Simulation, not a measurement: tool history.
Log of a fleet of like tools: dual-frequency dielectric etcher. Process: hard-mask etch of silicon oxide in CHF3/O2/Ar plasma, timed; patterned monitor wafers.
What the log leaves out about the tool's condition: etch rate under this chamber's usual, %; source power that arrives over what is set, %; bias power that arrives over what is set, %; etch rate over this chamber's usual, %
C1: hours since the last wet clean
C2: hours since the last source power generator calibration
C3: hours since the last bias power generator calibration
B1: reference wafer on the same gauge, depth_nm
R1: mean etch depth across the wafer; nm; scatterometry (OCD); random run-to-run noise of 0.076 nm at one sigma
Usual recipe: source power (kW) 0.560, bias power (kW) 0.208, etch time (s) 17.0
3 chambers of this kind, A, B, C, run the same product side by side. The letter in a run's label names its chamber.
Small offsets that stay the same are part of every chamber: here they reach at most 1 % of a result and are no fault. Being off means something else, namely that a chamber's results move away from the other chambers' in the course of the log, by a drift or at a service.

{"run": "1C", "hour": 8.4, "source power (kW)": 0.56, "bias power (kW)": 0.208, "etch time (s)": 17.0, "C1": 117.8, "C2": 1900.9, "C3": 2149.2, "B1": 33.604, "R1": 34.309}
{"run": "2A", "hour": 18.0, "source power (kW)": 0.56, "bias power (kW)": 0.208, "etch time (s)": 17.0, "C1": 435.4, "C2": 2648.5, "C3": 2420.2, "B1": 33.622, "R1": 34.088}
{"run": "3B", "hour": 32.2, "source power (kW)": 0.56, "bias power (kW)": 0.208, "etch time (s)": 17.0, "C1": 239.3, "C2": 1956.6, "C3": 2933.8, "B1": 33.61, "R1": 33.992}
{"run": "4B", "hour": 44.8, "source power (kW)": 0.56, "bias power (kW)": 0.208, "etch time (s)": 17.0, "C1": 251.9, "C2": 1969.2, "C3": 2946.4, "B1": 33.607, "R1": 34.129}
{"run": "5C", "hour": 59.9, "source power (kW)": 0.56, "bias power (kW)": 0.208, "etch time (s)": 17.0, "C1": 169.3, "C2": 1952.4, "C3": 2200.7, "B1": 33.612, "R1": 34.301}
{"run": "6A", "hour": 72.1, "source power (kW)": 0.68, "bias power (kW)": 0.208, "etch time (s)": 17.0, "C1": 489.5, "C2": 2702.6, "C3": 2474.3, "B1": 33.586, "R1": 36.757}
{"run": "7C", "hour": 82.1, "source power (kW)": 0.68, "bias power (kW)": 0.208, "etch time (s)": 17.0, "C1": 191.5, "C2": 1974.6, "C3": 2222.9, "B1": 33.591, "R1": 36.907}
{"run": "8A", "hour": 92.3, "source power (kW)": 0.68, "bias power (kW)": 0.208, "etch time (s)": 17.0, "C1": 509.7, "C2": 2722.8, "C3": 2494.5, "B1": 33.596, "R1": 36.753}
{"run": "9B", "hour": 101.3, "source power (kW)": 0.56, "bias power (kW)": 0.208, "etch time (s)": 17.0, "C1": 308.4, "C2": 2025.7, "C3": 3002.9, "B1": 33.607, "R1": 34.059}
{"hour": 108.1, "done": "chamber A: wet clean of the chamber"}
{"run": "10A", "hour": 109.9, "source power (kW)": 0.56, "bias power (kW)": 0.208, "etch time (s)": 17.0, "C1": 1.9, "C2": 2740.4, "C3": 2512.1, "B1": 33.588, "R1": 34.169}
{"run": "11B", "hour": 122.4, "source power (kW)": 0.56, "bias power (kW)": 0.208, "etch time (s)": 17.0, "C1": 329.5, "C2": 2046.8, "C3": 3024.0, "B1": 33.588, "R1": 34.082}
{"run": "12C", "hour": 133.3, "source power (kW)": 0.56, "bias power (kW)": 0.208, "etch time (s)": 17.0, "C1": 242.7, "C2": 2025.8, "C3": 2274.1, "B1": 33.608, "R1": 34.227}
{"run": "13C", "hour": 146.1, "source power (kW)": 0.56, "bias power (kW)": 0.208, "etch time (s)": 17.0, "C1": 255.5, "C2": 2038.6, "C3": 2286.9, "B1": 33.604, "R1": 34.268}
{"run": "14B", "hour": 159.4, "source power (kW)": 0.56, "bias power (kW)": 0.208, "etch time (s)": 17.0, "C1": 366.5, "C2": 2083.8, "C3": 3061.0, "B1": 33.59, "R1": 34.099}
{"run": "15A", "hour": 170.5, "source power (kW)": 0.56, "bias power (kW)": 0.208, "etch time (s)": 17.0, "C1": 62.5, "C2": 2801.0, "C3": 2572.7, "B1": 33.605, "R1": 34.115}
{"run": "16C", "hour": 182.3, "source power (kW)": 0.56, "bias power (kW)": 0.208, "etch time (s)": 17.0, "C1": 291.7, "C2": 2074.8, "C3": 2323.1, "B1": 33.605, "R1": 34.344}
{"run": "17A", "hour": 190.6, "source power (kW)": 0.56, "bias power (kW)": 0.208, "etch time (s)": 17.0, "C1": 82.6, "C2": 2821.1, "C3": 2592.8, "B1": 33.606, "R1": 34.237}
{"run": "18B", "hour": 200.4, "source power (kW)": 0.56, "bias power (kW)": 0.208, "etch time (s)": 17.0, "C1": 407.5, "C2": 2124.8, "C3": 3102.0, "B1": 33.601, "R1": 34.099}
{"run": "19B", "hour": 211.9, "source power (kW)": 0.56, "bias power (kW)": 0.208, "etch time (s)": 17.0, "C1": 419.0, "C2": 2136.3, "C3": 3113.5, "B1": 33.599, "R1": 34.143}
{"run": "20C", "hour": 218.8, "source power (kW)": 0.56, "bias power (kW)": 0.208, "etch time (s)": 17.0, "C1": 328.2, "C2": 2111.3, "C3": 2359.6, "B1": 33.579, "R1": 34.248}
{"run": "21A", "hour": 233.9, "source power (kW)": 0.56, "bias power (kW)": 0.208, "etch time (s)": 17.0, "C1": 125.9, "C2": 2864.4, "C3": 2636.1, "B1": 33.587, "R1": 34.223}
{"run": "22C", "hour": 243.9, "source power (kW)": 0.56, "bias power (kW)": 0.208, "etch time (s)": 17.0, "C1": 353.3, "C2": 2136.4, "C3": 2384.7, "B1": 33.587, "R1": 34.267}
{"run": "23B", "hour": 255.2, "source power (kW)": 0.56, "bias power (kW)": 0.208, "etch time (s)": 17.0, "C1": 462.3, "C2": 2179.6, "C3": 3156.8, "B1": 33.594, "R1": 34.181}
{"run": "24A", "hour": 266.1, "source power (kW)": 0.56, "bias power (kW)": 0.208, "etch time (s)": 17.0, "C1": 158.1, "C2": 2896.6, "C3": 2668.3, "B1": 33.603, "R1": 34.062}
{"run": "25B", "hour": 280.0, "source power (kW)": 0.56, "bias power (kW)": 0.208, "etch time (s)": 17.0, "C1": 487.1, "C2": 2204.4, "C3": 3181.6, "B1": 33.602, "R1": 33.899}
{"run": "26C", "hour": 288.1, "source power (kW)": 0.56, "bias power (kW)": 0.208, "etch time (s)": 17.0, "C1": 397.5, "C2": 2180.6, "C3": 2428.9, "B1": 33.594, "R1": 34.238}
{"hour": 292.0, "done": "chamber B: source power generator calibrated"}
{"run": "27A", "hour": 301.5, "source power (kW)": 0.56, "bias power (kW)": 0.208, "etch time (s)": 17.0, "C1": 193.5, "C2": 2932.0, "C3": 2703.7, "B1": 33.584, "R1": 34.14}
{"run": "28A", "hour": 314.9, "source power (kW)": 0.56, "bias power (kW)": 0.208, "etch time (s)": 17.0, "C1": 206.9, "C2": 2945.4, "C3": 2717.1, "B1": 33.611, "R1": 34.088}
{"hour": 327.4, "done": "chamber B: wet clean of the chamber"}
{"run": "29B", "hour": 328.7, "source power (kW)": 0.56, "bias power (kW)": 0.208, "etch time (s)": 17.0, "C1": 1.4, "C2": 36.7, "C3": 3230.3, "B1": 33.592, "R1": 34.115}
{"run": "30C", "hour": 336.0, "source power (kW)": 0.61, "bias power (kW)": 0.208, "etch time (s)": 19.5, "C1": 445.4, "C2": 2228.5, "C3": 2476.8, "B1": 33.601, "R1": 40.474}
{"run": "31B", "hour": 345.8, "source power (kW)": 0.61, "bias power (kW)": 0.208, "etch time (s)": 19.5, "C1": 18.5, "C2": 53.8, "C3": 3247.4, "B1": 33.597, "R1": 40.32}
{"run": "32A", "hour": 354.5, "source power (kW)": 0.61, "bias power (kW)": 0.208, "etch time (s)": 19.5, "C1": 246.5, "C2": 2985.0, "C3": 2756.7, "B1": 33.6, "R1": 40.619}
{"run": "33C", "hour": 368.4, "source power (kW)": 0.56, "bias power (kW)": 0.208, "etch time (s)": 17.0, "C1": 477.8, "C2": 2260.9, "C3": 2509.2, "B1": 33.607, "R1": 34.212}
{"run": "34B", "hour": 381.1, "source power (kW)": 0.56, "bias power (kW)": 0.208, "etch time (s)": 17.0, "C1": 53.8, "C2": 89.1, "C3": 3282.7, "B1": 33.623, "R1": 34.014}

Is one chamber off against the others, does the gauge drift, or is nothing wrong? If a chamber is off, say which, and what the likeliest cause is.

No chamber is off and the gauge is stable; the differences are just each chamber's small, constant offset.
